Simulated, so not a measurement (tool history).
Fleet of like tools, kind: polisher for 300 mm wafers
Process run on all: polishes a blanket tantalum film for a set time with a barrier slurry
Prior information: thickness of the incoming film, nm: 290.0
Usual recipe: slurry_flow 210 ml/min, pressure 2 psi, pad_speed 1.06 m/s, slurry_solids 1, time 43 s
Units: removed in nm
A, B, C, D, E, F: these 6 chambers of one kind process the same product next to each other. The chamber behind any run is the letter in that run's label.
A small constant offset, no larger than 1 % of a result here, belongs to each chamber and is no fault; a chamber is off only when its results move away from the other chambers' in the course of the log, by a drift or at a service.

run	day	slurry_flow	pressure	pad_speed	slurry_solids	time	wafers polished on this pad	hours since the slurry nozzle was cleaned	hours since the head pressure was calibrated	hours since the slurry blender was calibrated	removed
# day 0.325: chamber B: worn pad replaced by a new one
1C	0.408	210	2	1.06	1	43	509	82.7	347	119.1	64.941
2D	0.817	210	2	1.06	1	43	878	248.1	374.2	58.2	64.536
3B	1.017	210	2	1.06	1	43	263	596	1090.8	141.5	65.609
# day 1.188: chamber A: worn pad replaced by a new one
4A	1.217	210	2	1.06	1	43	12	746.3	441.8	260.9	64.548
# day 1.583: chamber D: worn pad replaced by a new one
5E	1.625	210	2.3	1.06	1	43	1270	699.4	230.2	85.1	74.217
6F	2.067	210	2.3	1.06	1	43	1041	180.5	659.9	132.6	74.664
# day 2.179: chamber C: worn pad replaced by a new one
7E	2.262	210	2.3	1.06	1	43	1513	714.7	245.5	100.4	74.056
# day 2.417: chamber F: worn pad replaced by a new one
8C	2.538	210	2.3	1.06	1	43	137	133.8	398.1	170.2	74.612
9D	2.792	210	2.3	1.06	1	43	460	295.5	421.6	105.6	75.129
# day 3.05: chamber A: slurry blender recalibrated
10F	3.146	210	2.3	1.06	1	43	277	206.4	685.8	158.5	75.703
11A	3.392	210	2	1.06	1	43	840	798.5	494	8.2	64.687
# day 3.525: chamber B: worn pad replaced by a new one
# day 3.717: chamber B: slurry nozzle cleaned
12B	3.821	270	2.3	1.06	1	43	113	2.5	1158.1	208.8	77.796
13E	4.042	270	2.3	1.06	1	43	2191	757.4	288.2	143.1	75.351
# day 4.238: chamber A: worn pad replaced by a new one
14C	4.308	270	2.3	1.06	1	43	811	176.3	440.6	212.7	76.289
# day 4.462: chamber D: slurry blender recalibrated
15A	4.583	270	2.3	1.06	1	43	132	827.1	522.6	36.8	76.619
# day 4.679: chamber B: slurry blender recalibrated
# day 4.733: chamber D: worn pad replaced by a new one
# day 4.929: chamber F: worn pad replaced by a new one
# day 4.988: chamber E: slurry blender recalibrated
# day 4.992: chamber C: worn pad replaced by a new one
16D	5.021	270	2.3	1.06	1	43	110	349	475.1	13.4	76.697
# day 5.254: chamber F: slurry blender recalibrated
17F	5.471	270	2.3	1.06	1	43	207	262.2	741.6	5.2	75.999
18B	5.788	210	2	1.06	1	43	862	49.7	1205.3	26.7	65.757
# day 6.129: chamber B: head pressure recalibrated
19D	6.196	210	2	1.06	1	43	557	377.2	503.3	41.6	65.573
# day 6.446: chamber B: worn pad replaced by a new one
20B	6.458	210	2	1.06	1	43	6	65.8	7.9	42.8	65.198
21C	6.704	210	2	1.06	1	43	652	233.8	498.1	270.2	64.248
22F	7.062	160	2	1.06	1	43	813	300.4	779.8	43.4	62.351
# day 7.154: chamber C: slurry blender recalibrated
# day 7.25: chamber E: slurry nozzle cleaned
# day 7.317: chamber A: worn pad replaced by a new one
23E	7.471	160	2	1.06	1	43	3497	5.3	370.5	59.7	60.581
# day 7.575: chamber C: worn pad replaced by a new one
# day 7.646: chamber F: worn pad replaced by a new one
24A	7.712	160	2	1.06	1	43	151	902.2	597.7	111.9	61.785
# day 7.75: chamber D: worn pad replaced by a new one
25D	8.046	160	2	1.06	1	43	112	421.6	547.7	86	62.819
26F	8.483	160	2	1.06	1	43	320	334.5	813.9	77.5	62.338
27B	8.842	160	2	1.06	1	43	913	123	65.1	100	63.288
# day 9.088: chamber B: worn pad replaced by a new one
28E	9.275	210	2	1.06	1	43	4184	48.6	413.8	103	60.675
29C	9.546	210	2	1.28	1	43	751	302	566.3	57.5	79.094
# day 9.767: chamber D: slurry nozzle cleaned
30A	9.9	210	2	1.28	1	43	985	954.7	650.2	164.4	78.998
# day 9.942: chamber A: slurry nozzle cleaned
# day 9.988: chamber D: slurry blender recalibrated
31A	10.254	210	2	1.28	1	43	1120	7.6	658.7	172.9	78.978
# day 10.271: chamber A: worn pad replaced by a new one
32D	10.629	210	2	1.28	1	43	1096	20.8	609.7	15.5	79.989
# day 10.846: chamber C: worn pad replaced by a new one
# day 10.9: chamber F: worn pad replaced by a new one
# day 10.946: chamber D: worn pad replaced by a new one
33C	10.979	210	2	1.28	1	43	51	336.4	600.7	91.9	78.033
34E	11.404	210	2	1.28	1	43	4995	99.7	464.9	154.1	72.665
35B	11.65	210	2	1.06	1	39	976	190.4	132.5	167.4	59.356
# day 11.783: chamber B: worn pad replaced by a new one
36F	12.062	210	2	1.06	1	39	443	420.4	899.8	163.4	59.308
# day 12.4: chamber E: slurry blender recalibrated
37C	12.425	210	2	1.06	1	39	602	371.1	635.4	126.6	59.206
# day 12.758: chamber A: slurry blender recalibrated
38F	12.846	210	2	1.06	1	39	742	439.2	918.6	182.2	59.341
# day 12.933: chamber A: worn pad replaced by a new one
39B	13.05	210	2	1.06	1	39	483	224	166.1	201	58.321
40A	13.262	210	2	1.06	1	39	126	79.8	730.9	12.1	58.759
41D	13.529	210	2	1.06	1	43	984	90.4	679.3	85.1	64.483
42E	13.788	210	2	1.06	1	43	5903	156.9	522.1	33.4	59.282
# day 13.875: chamber C: worn pad replaced by a new one
43E	14.225	210	2	1.06	1	43	6069	167.4	532.6	43.9	59.346
44C	14.442	210	2	1.06	1	43	216	419.5	683.8	175	64.867

All 6 chambers run these settings next. Forecast each chamber's results:
45A	14.767	175	2	1.06	1	43					?
45B	14.767	175	2	1.06	1	43					?
45C	14.767	175	2	1.06	1	43					?
45D	14.767	175	2	1.06	1	43					?
45E	14.767	175	2	1.06	1	43					?
45F	14.767	175	2	1.06	1	43					?

run	removed
45A	62.417
45B	63.696
45C	63.908
45D	63.292
45E	57.226
45F	63.911
